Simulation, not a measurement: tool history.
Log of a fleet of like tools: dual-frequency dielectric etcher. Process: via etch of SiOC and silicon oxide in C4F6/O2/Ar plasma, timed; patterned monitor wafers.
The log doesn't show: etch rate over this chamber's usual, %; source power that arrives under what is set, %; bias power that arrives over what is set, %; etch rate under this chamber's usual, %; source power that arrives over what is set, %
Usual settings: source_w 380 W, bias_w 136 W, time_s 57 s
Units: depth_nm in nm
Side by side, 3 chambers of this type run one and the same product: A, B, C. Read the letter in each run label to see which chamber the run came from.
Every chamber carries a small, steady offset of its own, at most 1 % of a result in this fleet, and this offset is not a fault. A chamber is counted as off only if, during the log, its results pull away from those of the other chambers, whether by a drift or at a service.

run   hour  source_w  bias_w  time_s  hours since the last wet clean  hours since the last source power generator calibration  hours since the last bias power generator calibration  read-back reference wafer on the same gauge, depth_nm  depth_nm
 1C    7.4       380     136      57                           164.8                                                   4114.1                                                 1035.8                                                 55.084    57.339
 2A   13.4       380     136      57                           458.4                                                    670.8                                                 2759.3                                                 55.095    57.566
 3B   21.4       380     136      57                            99.3                                                   1165.4                                                 1595.3                                                 55.078    57.394
 4B   31.6       380     136      57                           109.5                                                   1175.6                                                 1605.5                                                 55.036    57.242
 5A   40.7       380     136      57                           485.7                                                    698.1                                                 2786.6                                                 55.048    57.581
 6C   48.4       380     136      57                           205.8                                                   4155.1                                                 1076.8                                                 55.043    57.106
      49.9  -- chamber A: wet clean of the chamber
 7B   58.8       380     136      57                           136.7                                                   1202.8                                                 1632.7                                                 55.012    57.328
 8A   65.9       380     136      57                            16.1                                                    723.3                                                 2811.8                                                 55.010    57.515
 9C   74.3       380     136      57                           231.7                                                   4181.0                                                 1102.7                                                 55.027    57.271
10A   84.4       380     136      57                            34.6                                                    741.8                                                 2830.3                                                 55.011    57.476
11C   93.9       380     136      57                           251.3                                                   4200.6                                                 1122.3                                                 54.977    57.240
12B  102.0       380     136      57                           179.9                                                   1246.0                                                 1675.9                                                 54.977    57.248
13C  110.9       380     136      57                           268.3                                                   4217.6                                                 1139.3                                                 54.956    57.180
14A  119.1       380     136      57                            69.3                                                    776.5                                                 2865.0                                                 54.944    57.450
15B  126.1       380     136      57                           204.0                                                   1270.1                                                 1700.0                                                 54.923    57.165
16B  131.7       380     136      57                           209.6                                                   1275.7                                                 1705.6                                                 54.940    57.136
17A  139.6       380     136      57                            89.8                                                    797.0                                                 2885.5                                                 54.923    57.465
18C  147.7       380     136      57                           305.1                                                   4254.4                                                 1176.1                                                 54.921    57.123
19B  159.0       380     136      57                           236.9                                                   1303.0                                                 1732.9                                                 54.892    57.110
20C  166.1       440     136      57                           323.5                                                   4272.8                                                 1194.5                                                 54.883    60.576
21A  174.4       440     136      57                           124.6                                                    831.8                                                 2920.3                                                 54.865    60.792
22C  185.8       440     136      57                           343.2                                                   4292.5                                                 1214.2                                                 54.856    60.441
23A  192.1       380     136      57                           142.3                                                    849.5                                                 2938.0                                                 54.835    57.331
24B  197.9       380     136      57                           275.8                                                   1341.9                                                 1771.8                                                 54.831    57.045
25A  209.2       380     136      57                           159.4                                                    866.6                                                 2955.1                                                 54.833    57.303
26C  218.8       380     136      57                           376.2                                                   4325.5                                                 1247.2                                                 54.825    57.038

Is one chamber off against the others, does the gauge drift, or is nothing wrong? If a chamber is off, say which, and what the likeliest cause is.

No chamber is off; the gauge reading every chamber's wafers drifts, which makes the whole fleet appear to move together.
Likeliest cause: gauge reads low (%) = 0.531.
